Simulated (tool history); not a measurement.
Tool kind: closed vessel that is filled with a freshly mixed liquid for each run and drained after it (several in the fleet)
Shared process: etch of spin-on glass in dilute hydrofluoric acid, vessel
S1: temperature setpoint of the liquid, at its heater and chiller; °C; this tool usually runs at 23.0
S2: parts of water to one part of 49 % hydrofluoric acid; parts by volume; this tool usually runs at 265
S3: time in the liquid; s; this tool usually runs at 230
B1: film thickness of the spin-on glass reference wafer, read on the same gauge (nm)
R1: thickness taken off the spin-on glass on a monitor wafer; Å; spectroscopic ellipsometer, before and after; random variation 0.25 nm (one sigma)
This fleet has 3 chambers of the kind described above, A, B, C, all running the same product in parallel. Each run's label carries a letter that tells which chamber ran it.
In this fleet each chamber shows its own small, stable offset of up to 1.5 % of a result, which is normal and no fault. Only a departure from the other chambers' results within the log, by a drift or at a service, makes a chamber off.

{"run": "1C", "hour": 11.1, "S1": 23.0, "S2": 265, "S3": 230, "B1": 59.972, "R1": 332.98}
{"run": "2A", "hour": 22.2, "S1": 23.0, "S2": 265, "S3": 230, "B1": 59.993, "R1": 336.72}
{"run": "3B", "hour": 28.0, "S1": 23.0, "S2": 265, "S3": 230, "B1": 60.013, "R1": 331.24}
{"run": "4C", "hour": 36.3, "S1": 23.0, "S2": 265, "S3": 230, "B1": 60.014, "R1": 338.98}
{"run": "5A", "hour": 43.6, "S1": 23.0, "S2": 265, "S3": 230, "B1": 59.972, "R1": 336.09}
{"run": "6B", "hour": 52.5, "S1": 23.0, "S2": 265, "S3": 230, "B1": 59.982, "R1": 331.48}
{"run": "7A", "hour": 61.5, "S1": 23.0, "S2": 265, "S3": 230, "B1": 60.009, "R1": 335.81}
{"run": "8B", "hour": 69.9, "S1": 23.0, "S2": 265, "S3": 230, "B1": 60.007, "R1": 332.34}
{"run": "9C", "hour": 75.0, "S1": 23.0, "S2": 265, "S3": 230, "B1": 60.008, "R1": 338.1}
{"run": "10A", "hour": 84.4, "S1": 23.0, "S2": 265, "S3": 230, "B1": 60.03, "R1": 337.43}
{"run": "11C", "hour": 89.6, "S1": 23.0, "S2": 265, "S3": 230, "B1": 59.989, "R1": 336.92}
{"run": "12B", "hour": 98.5, "S1": 23.0, "S2": 265, "S3": 230, "B1": 59.987, "R1": 329.58}
{"run": "13A", "hour": 106.2, "S1": 18.5, "S2": 265, "S3": 230, "B1": 60.007, "R1": 282.13}
{"run": "14C", "hour": 113.3, "S1": 18.5, "S2": 265, "S3": 230, "B1": 60.042, "R1": 284.18}
{"run": "15B", "hour": 119.2, "S1": 18.5, "S2": 265, "S3": 230, "B1": 59.999, "R1": 276.81}
{"run": "16A", "hour": 128.2, "S1": 23.0, "S2": 265, "S3": 230, "B1": 59.992, "R1": 336.58}
{"run": "17C", "hour": 133.1, "S1": 23.0, "S2": 265, "S3": 230, "B1": 59.984, "R1": 340.22}
{"run": "18B", "hour": 141.4, "S1": 23.0, "S2": 265, "S3": 230, "B1": 60.02, "R1": 323.31}
{"run": "19C", "hour": 151.7, "S1": 23.0, "S2": 330, "S3": 230, "B1": 60.031, "R1": 254.71}
{"hour": 155.7, "done": "chamber B: hydrofluoric acid flow meter replaced"}
{"run": "20B", "hour": 162.2, "S1": 23.0, "S2": 330, "S3": 230, "B1": 59.991, "R1": 245.23}
{"run": "21A", "hour": 167.6, "S1": 23.0, "S2": 330, "S3": 230, "B1": 59.997, "R1": 252.85}
{"run": "22A", "hour": 174.8, "S1": 23.0, "S2": 265, "S3": 230, "B1": 60.005, "R1": 329.96}
{"run": "23C", "hour": 182.1, "S1": 23.0, "S2": 265, "S3": 230, "B1": 60.014, "R1": 335.15}
{"run": "24B", "hour": 188.8, "S1": 23.0, "S2": 205, "S3": 230, "B1": 60.038, "R1": 448.0}
{"run": "25A", "hour": 193.8, "S1": 23.0, "S2": 205, "S3": 230, "B1": 60.015, "R1": 454.53}
{"run": "26C", "hour": 203.3, "S1": 23.0, "S2": 205, "S3": 230, "B1": 59.951, "R1": 465.32}
{"run": "27B", "hour": 210.5, "S1": 23.0, "S2": 265, "S3": 230, "B1": 60.012, "R1": 321.46}
{"run": "28B", "hour": 216.6, "S1": 23.0, "S2": 155, "S3": 165, "B1": 59.955, "R1": 448.23}
{"run": "29A", "hour": 222.2, "S1": 23.0, "S2": 155, "S3": 165, "B1": 59.955, "R1": 452.37}
{"run": "30C", "hour": 227.4, "S1": 23.0, "S2": 155, "S3": 165, "B1": 60.031, "R1": 460.19}
{"run": "31B", "hour": 238.1, "S1": 23.0, "S2": 265, "S3": 230, "B1": 59.984, "R1": 318.48}
{"run": "32C", "hour": 245.0, "S1": 23.0, "S2": 265, "S3": 150, "B1": 59.982, "R1": 221.28}
{"run": "33A", "hour": 250.9, "S1": 23.0, "S2": 265, "S3": 150, "B1": 59.986, "R1": 219.05}
{"run": "34B", "hour": 256.1, "S1": 23.0, "S2": 265, "S3": 150, "B1": 60.063, "R1": 208.28}
{"run": "35C", "hour": 261.0, "S1": 23.0, "S2": 265, "S3": 230, "B1": 60.003, "R1": 341.13}
{"run": "36A", "hour": 270.5, "S1": 23.0, "S2": 265, "S3": 230, "B1": 59.961, "R1": 332.04}
{"run": "37C", "hour": 280.2, "S1": 23.0, "S2": 265, "S3": 230, "B1": 60.021, "R1": 336.05}
{"run": "38B", "hour": 290.1, "S1": 23.0, "S2": 265, "S3": 230, "B1": 59.978, "R1": 318.11}
{"run": "39A", "hour": 296.8, "S1": 23.0, "S2": 265, "S3": 230, "B1": 59.998, "R1": 332.06}
{"run": "40A", "hour": 304.3, "S1": 23.0, "S2": 265, "S3": 230, "B1": 59.962, "R1": 336.58}
{"run": "41C", "hour": 314.9, "S1": 23.0, "S2": 265, "S3": 230, "B1": 60.014, "R1": 338.43}
{"run": "42B", "hour": 321.3, "S1": 23.0, "S2": 265, "S3": 230, "B1": 59.96, "R1": 311.55}

Next, all 3 chambers run the settings below, one line each with question marks for the results. What does each chamber give?
{"run": "43A", "hour": 329.3, "S1": 23.0, "S2": 265, "S3": 130, "R1": "?"}
{"run": "43B", "hour": 329.3, "S1": 23.0, "S2": 265, "S3": 130, "R1": "?"}
{"run": "43C", "hour": 329.3, "S1": 23.0, "S2": 265, "S3": 130, "R1": "?"}

run=43A R1=187.68
run=43B R1=176.32
run=43C R1=191.06

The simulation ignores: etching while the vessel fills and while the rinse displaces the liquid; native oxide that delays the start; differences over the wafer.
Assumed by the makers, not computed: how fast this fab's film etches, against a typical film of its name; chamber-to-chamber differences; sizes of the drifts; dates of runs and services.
